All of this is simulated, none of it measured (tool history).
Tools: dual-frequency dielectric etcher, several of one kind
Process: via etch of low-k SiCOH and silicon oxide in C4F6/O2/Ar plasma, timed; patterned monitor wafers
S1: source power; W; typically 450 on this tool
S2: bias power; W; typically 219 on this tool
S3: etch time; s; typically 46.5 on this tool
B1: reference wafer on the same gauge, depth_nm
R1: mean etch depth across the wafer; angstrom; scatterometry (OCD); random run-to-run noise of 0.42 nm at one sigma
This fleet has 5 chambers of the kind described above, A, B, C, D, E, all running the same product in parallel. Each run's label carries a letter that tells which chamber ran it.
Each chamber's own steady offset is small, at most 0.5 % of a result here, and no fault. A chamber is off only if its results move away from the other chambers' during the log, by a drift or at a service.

| run | hour | S1 | S2 | S3 | B1 | R1 |
|---|---|---|---|---|---|---|
| 1E | 9.3 | 450 | 219 | 46.5 | 113.03 | 1225.3 |
| 2D | 16.6 | 450 | 219 | 46.5 | 113.07 | 1229.4 |
| 3C | 24.3 | 450 | 219 | 46.5 | 113.05 | 1221.8 |
|  | 30.6 | chamber A: wet clean of the chamber |
| 4A | 31.1 | 450 | 219 | 46.5 | 112.99 | 1222.9 |
| 5B | 37.7 | 450 | 219 | 46.5 | 112.96 | 1219 |
| 6B | 43.4 | 450 | 199 | 46.5 | 113.03 | 1184.3 |
| 7E | 52.3 | 450 | 199 | 46.5 | 113.01 | 1190.6 |
|  | 57.3 | chamber E: wet clean of the chamber |
| 8C | 60.1 | 450 | 199 | 46.5 | 113.07 | 1187.2 |
| 9D | 65.6 | 450 | 199 | 46.5 | 113.03 | 1182.9 |
| 10A | 73.7 | 450 | 199 | 46.5 | 113 | 1186.9 |
| 11A | 80 | 360 | 219 | 37 | 113.03 | 892.28 |
| 12B | 88.4 | 360 | 219 | 37 | 113 | 884.46 |
| 13D | 96.4 | 360 | 219 | 37 | 112.97 | 896.19 |
| 14E | 101.7 | 360 | 219 | 37 | 112.94 | 891.91 |
| 15C | 111.2 | 360 | 219 | 37 | 113.02 | 901.48 |
| 16A | 119.1 | 450 | 219 | 46.5 | 113.09 | 1217.2 |
| 17C | 125.6 | 450 | 219 | 46.5 | 112.96 | 1227.6 |
| 18D | 133.8 | 450 | 219 | 46.5 | 112.98 | 1234.2 |
| 19E | 138.7 | 450 | 219 | 46.5 | 113.03 | 1227.9 |
| 20B | 147.9 | 450 | 219 | 46.5 | 113 | 1218.3 |
| 21E | 153.2 | 450 | 219 | 46.5 | 113.02 | 1228.7 |
| 22B | 159.2 | 450 | 219 | 46.5 | 112.92 | 1214 |
| 23C | 169 | 450 | 219 | 46.5 | 112.97 | 1249.8 |
| 24A | 176.7 | 450 | 219 | 46.5 | 113.02 | 1230.4 |
| 25D | 181.4 | 450 | 219 | 46.5 | 112.93 | 1238.5 |
| 26D | 186.4 | 450 | 219 | 46.5 | 113 | 1230.5 |
| 27B | 192.9 | 450 | 219 | 46.5 | 113.03 | 1223.7 |
| 28A | 200.5 | 450 | 219 | 46.5 | 113.03 | 1227.4 |
| 29C | 207.5 | 450 | 219 | 46.5 | 112.95 | 1255.8 |
| 30E | 216.5 | 450 | 219 | 46.5 | 112.93 | 1222.6 |
| 31A | 225.4 | 450 | 219 | 46.5 | 112.97 | 1214.8 |
| 32E | 231.2 | 450 | 219 | 46.5 | 112.95 | 1226.1 |
|  | 231.7 | chamber B: wet clean of the chamber |
| 33C | 237.9 | 450 | 219 | 46.5 | 112.99 | 1264.2 |
| 34B | 244.2 | 450 | 219 | 46.5 | 113.06 | 1213.1 |
| 35D | 253.8 | 450 | 219 | 46.5 | 112.91 | 1227.8 |
| 36C | 258.8 | 450 | 219 | 46.5 | 113 | 1261.3 |
| 37A | 264.3 | 450 | 219 | 46.5 | 112.9 | 1222.5 |
| 38E | 272.2 | 450 | 219 | 46.5 | 112.96 | 1219.5 |

Has any chamber moved away from the others, gradually or after a service, or does the common gauge drift, or do the chambers differ only by their own small steady offsets? State the chamber and the most likely cause if one applies.

One chamber, C, drifts off from the rest bit by bit.
What lies behind it: etch rate over this chamber's usual, % = 4.06.

Which of the 4 candidates below, each the usual settings with something changed and its results left as question marks, puts chamber C back in line with what the other chambers give on the usual settings?
To be in line, a result may differ from the other chambers' mean on the usual settings by at most: R1 15 angstrom
| 39C-1 | 279.4 | 460 | 222 | 49.5 |  | ? |
| 39C-2 | 279.4 | 450 | 221 | 48.5 |  | ? |
| 39C-3 | 279.4 | 450 | 219 | 44.5 |  | ? |
| 39C-4 | 279.4 | 370 | 219 | 46.5 |  | ? |

Average result of the remaining chambers running the usual settings: R1 1223.8 angstrom
| run | R1 |
|---|---|
| 39C-1 | 1372.7 |
| 39C-2 | 1331.9 |
| 39C-3 | 1218.4 |
| 39C-4 | 1182.2 |
The answer is 39C-3, which returns the chamber to within the allowed miss of the others.
